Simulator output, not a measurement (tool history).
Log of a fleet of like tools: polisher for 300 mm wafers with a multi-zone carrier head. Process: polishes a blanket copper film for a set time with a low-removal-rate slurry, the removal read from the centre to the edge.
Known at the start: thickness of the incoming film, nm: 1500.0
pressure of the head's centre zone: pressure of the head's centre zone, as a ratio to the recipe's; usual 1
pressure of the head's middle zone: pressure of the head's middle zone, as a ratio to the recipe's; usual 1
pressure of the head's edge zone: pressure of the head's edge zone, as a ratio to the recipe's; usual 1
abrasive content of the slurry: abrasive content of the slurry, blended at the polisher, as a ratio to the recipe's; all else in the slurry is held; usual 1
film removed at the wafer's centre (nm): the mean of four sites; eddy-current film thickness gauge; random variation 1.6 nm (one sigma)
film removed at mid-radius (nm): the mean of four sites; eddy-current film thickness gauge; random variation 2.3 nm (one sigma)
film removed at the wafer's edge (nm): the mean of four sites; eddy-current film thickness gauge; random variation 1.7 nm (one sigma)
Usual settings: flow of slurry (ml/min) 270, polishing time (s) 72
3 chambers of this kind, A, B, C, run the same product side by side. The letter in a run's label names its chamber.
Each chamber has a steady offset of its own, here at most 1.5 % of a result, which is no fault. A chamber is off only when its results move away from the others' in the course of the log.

run     day  flow of slurry (ml/min)  pressure of the head's centre zone  pressure of the head's middle zone  pressure of the head's edge zone  abrasive content of the slurry  polishing time (s)  wafers polished on this pad  hours since the slurry nozzle was cleaned  hours since the centre zone pressure was calibrated  hours since the edge zone pressure was calibrated  film removed at the wafer's centre (nm)  film removed at mid-radius (nm)  film removed at the wafer's edge (nm)
 1C   0.412                      270                                   1                                   1                                 1                               1                  72                         1009                                       59.4                                                505.2                                              237.8                                   182.84                           182.58                                 186.88
 2A   1.029                      270                                   1                                   1                                 1                               1                  72                          381                                       89.3                                                 57.1                                              308.2                                    185.2                           183.41                                 181.41
 3B   1.504                      270                                   1                                   1                                 1                               1                  72                          637                                      186.1                                                230.4                                              722.5                                   186.08                           184.86                                 183.26
 4A   1.896                      270                                   1                                   1                                 1                               1                  72                          591                                      110.1                                                 77.9                                                329                                    186.2                            187.4                                 188.94
      2.304  -- chamber B: worn pad replaced by a new one
 5B    2.45                      270                                   1                                   1                                 1                               1                  72                           36                                      208.8                                                253.1                                              745.2                                   188.25                           181.27                                 183.31
      2.646  -- chamber B: slurry nozzle cleaned
      2.675  -- chamber C: worn pad replaced by a new one
 6C    2.85                      270                                   1                                   1                                 1                               1                  72                           42                                      117.9                                                563.7                                              296.3                                   182.82                           185.09                                 184.01
      3.196  -- chamber A: worn pad replaced by a new one
 7B   3.292                      270                                   1                                   1                                 1                               1                  72                          240                                       15.6                                                273.3                                              765.4                                   186.48                           185.11                                 182.13
 8C   3.679                      270                                   1                                   1                                 1                               1                  72                          243                                      137.8                                                583.6                                              316.2                                   181.46                           181.82                                 182.03
 9A   4.117                      270                                   1                                 0.9                                 1                               1                  72                          223                                      163.4                                                131.2                                              382.3                                   185.04                           169.89                                  187.9
10B   4.738                      270                                   1                                 0.9                                 1                               1                  72                          590                                       50.3                                                  308                                              800.1                                   187.15                           167.58                                  185.9
11C   5.088                      270                                   1                                 0.9                                 1                               1                  72                          585                                      171.6                                                617.4                                                350                                   177.29                           169.18                                 186.01
12A   5.396                      270                                   1                                   1                                 1                               1                  72                          533                                      194.1                                                161.9                                                413                                   185.76                           189.87                                  186.2
13C   5.921                      270                                 1.1                                   1                                 1                               1                  72                          787                                      191.6                                                637.4                                                370                                   199.69                           183.31                                 185.63
      6.471  -- chamber B: worn pad replaced by a new one
14B     6.5                      270                                 1.1                                   1                                 1                               1                  72                            7                                       92.6                                                350.3                                              842.4                                   205.74                           182.01                                 184.96
15A   7.046                      270                                 1.1                                   1                                 1                               1                  72                          933                                      233.7                                                201.5                                              452.6                                    208.2                           189.11                                 186.49
      7.138  -- chamber A: worn pad replaced by a new one
      7.421  -- chamber B: centre zone pressure recalibrated
16B   7.421                      270                                   1                                   1                                 1                               1                  72                          231                                      114.7                                                    0                                              864.5                                   186.83                           182.84                                 185.95
      7.546  -- chamber C: worn pad replaced by a new one
17C   7.912                      270                                   1                                   1                                 1                             0.8                  72                           89                                      239.4                                                685.2                                              417.8                                   171.31                           174.47                                 173.87
      8.162  -- chamber A: slurry nozzle cleaned
18A   8.383                      270                                   1                                   1                                 1                             0.8                  72                          303                                        5.3                                                233.6                                              484.7                                   175.74                           180.39                                 178.31
19B   8.879                      270                                   1                                   1                                 1                             0.8                  72                          584                                      149.7                                                   35                                              899.5                                   176.02                           176.39                                 173.63
20C   9.508                      270                                   1                                   1                                 1                               1                  72                          476                                      277.7                                                723.5                                              456.1                                   172.68                           187.18                                 185.75
21A   9.875                      270                                   1                                   1                              0.92                               1                  88                          664                                       41.1                                                269.4                                              520.5                                   226.68                           224.46                                 215.98
      9.925  -- chamber B: worn pad replaced by a new one
     10.062  -- chamber A: edge zone pressure recalibrated
     10.146  -- chamber B: edge zone pressure recalibrated
       10.2  -- chamber A: worn pad replaced by a new one
22C   10.35                      270                                   1                                   1                              0.92                               1                  88                          680                                      297.9                                                743.7                                              476.3                                   216.92                           219.57                                 219.52
23A  10.762                      270                                   1                                   1                              0.92                               1                  88                          136                                       62.4                                                290.7                                               16.8                                   226.55                            229.5                                 216.19
     10.767  -- chamber B: slurry nozzle cleaned
24B  11.046                      270                                   1                                   1                                 1                               1                  72                          272                                        6.8                                                   87                                               21.6                                   183.64                           181.72                                 186.44
25B  11.392                      270                                   1                                   1                                 1                               1                  72                          356                                       15.1                                                 95.3                                               29.9                                   188.36                           182.56                                 185.34
26C  11.838                      270                                   1                                   1                                 1                               1                  72                         1041                                      333.6                                                779.4                                                512                                   170.28                           187.91                                 186.31
     11.933  -- chamber C: slurry nozzle cleaned
27A  12.462                      270                                   1                                   1                                 1                               1                  72                          549                                      103.2                                                331.5                                               57.6                                   188.51                            184.1                                 185.94
28C    12.9                      270                                   1                                   1                                 1                               1                  72                         1299                                       23.2                                                804.9                                              537.5                                   172.65                           183.58                                 187.02
     13.079  -- chamber C: worn pad replaced by a new one
29A  13.217                      270                                   1                                   1                                 1                               1                  72                          731                                      121.3                                                349.6                                               75.7                                   188.58                           183.29                                 183.93
     13.438  -- chamber B: worn pad replaced by a new one
30B  13.612                      270                                   1                                   1                                 1                               1                  72                           43                                       68.4                                                148.6                                               83.2                                   183.94                           179.11                                 185.26
     14.046  -- chamber A: worn pad replaced by a new one
31B   14.15                      270                                   1                                   1                                 1                               1                  72                          173                                       81.3                                                161.5                                               96.1                                   186.12                           181.32                                 184.43
32C    14.6                      270                                   1                                   1                                 1                               1                  72                          369                                         64                                                845.7                                              578.3                                   167.75                           182.43                                 186.31
33A  15.075                      270                                   1                                   1                                 1                               1                  72                          250                                      165.9                                                394.2                                              120.3                                   185.11                            185.9                                 186.17
34C  15.367                      270                                   1                                   1                                 1                               1                  72                          555                                       82.4                                                864.1                                              596.7                                   166.25                           188.88                                 188.13
35B  15.958                      270                                   1                                   1                                 1                               1                  72                          611                                      124.7                                                204.9                                              139.5                                   185.82                           180.12                                 185.69
36A  16.429                      270                                1.05                                   1                                 1                               1                  72                          578                                      198.4                                                426.7                                              152.8                                   198.48                           185.74                                 184.73
37C  16.721                      270                                1.05                                   1                                 1                               1                  72                          883                                      114.9                                                896.6                                              629.2                                   176.79                           183.97                                 187.07
38B  17.158                      270                                1.05                                   1                                 1                               1                  72                          902                                      153.5                                                233.7                                              168.3                                   199.91                            182.8                                 186.36

Next, every chamber runs the same settings. What will each give?
39A  17.612                      230                                   1                                   1                                 1                               1                  72                                                                                                                                                                                                                        ?                                ?                                      ?
39B  17.612                      230                                   1                                   1                                 1                               1                  72                                                                                                                                                                                                                        ?                                ?                                      ?
39C  17.612                      230                                   1                                   1                                 1                               1                  72                                                                                                                                                                                                                        ?                                ?                                      ?

run  film removed at the wafer's centre (nm)  film removed at mid-radius (nm)  film removed at the wafer's edge (nm)
39A                                   183.03                           184.63                                 182.56
39B                                   182.88                           175.81                                 182.78
39C                                   160.31                           182.17                                 182.62

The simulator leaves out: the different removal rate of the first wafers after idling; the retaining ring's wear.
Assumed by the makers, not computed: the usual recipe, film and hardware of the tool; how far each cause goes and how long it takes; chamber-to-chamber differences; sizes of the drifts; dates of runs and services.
